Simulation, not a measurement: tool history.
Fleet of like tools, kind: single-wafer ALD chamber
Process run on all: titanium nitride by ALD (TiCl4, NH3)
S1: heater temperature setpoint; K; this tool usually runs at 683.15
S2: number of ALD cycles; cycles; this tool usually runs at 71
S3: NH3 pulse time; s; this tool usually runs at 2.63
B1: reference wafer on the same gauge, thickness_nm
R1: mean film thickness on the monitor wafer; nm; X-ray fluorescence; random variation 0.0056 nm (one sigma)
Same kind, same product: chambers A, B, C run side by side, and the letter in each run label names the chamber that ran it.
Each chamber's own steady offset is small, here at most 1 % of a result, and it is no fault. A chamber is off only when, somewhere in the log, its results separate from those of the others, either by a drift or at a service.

run	hour	S1	S2	S3	B1	R1
1C	11.5	683.15	71	2.63	1.4807	1.5726
2B	18.5	683.15	71	2.63	1.4797	1.5821
3A	24.6	683.15	71	2.63	1.4800	1.5757
4B	30.5	683.15	71	2.63	1.4803	1.5823
5A	40.3	683.15	71	2.63	1.4813	1.5787
6C	47.4	683.15	71	2.63	1.4801	1.5694
7B	54.5	683.15	71	2.63	1.4800	1.5820
8A	63.5	683.15	71	2.63	1.4802	1.5766
9C	69.1	683.15	71	2.63	1.4792	1.5628
10A	78.3	683.15	71	2.63	1.4805	1.5834
11B	84.3	683.15	71	2.63	1.4792	1.5928
12C	95.2	683.15	71	2.63	1.4802	1.5718
13B	107.1	683.15	71	2.63	1.4805	1.5823
14C	119.3	689.15	71	2.63	1.4800	1.5687
15A	127.6	689.15	71	2.63	1.4803	1.5788
16B	137.1	689.15	71	2.63	1.4784	1.5960
17A	146.0	683.15	71	2.63	1.4806	1.5860
18C	153.3	683.15	71	2.63	1.4789	1.5745
19A	161.9	683.15	71	2.63	1.4799	1.5715
20C	170.3	683.15	71	2.63	1.4794	1.5766
21B	176.7	683.15	71	2.63	1.4791	1.5860
22C	182.7	693.15	71	2.63	1.4810	1.5665
23A	190.5	693.15	71	2.63	1.4797	1.5808
24B	199.7	693.15	71	2.63	1.4798	1.5865
25C	209.2	671.15	71	2.23	1.4806	1.5599

Decide between three cases: one chamber stands off from its peers, the gauge reading all wafers drifts, or nothing is wrong past each chamber's small offset. Where a chamber is off, say which and what most likely put it there.

Nothing is wrong: each chamber keeps only its own small, steady offset and the gauge holds still.

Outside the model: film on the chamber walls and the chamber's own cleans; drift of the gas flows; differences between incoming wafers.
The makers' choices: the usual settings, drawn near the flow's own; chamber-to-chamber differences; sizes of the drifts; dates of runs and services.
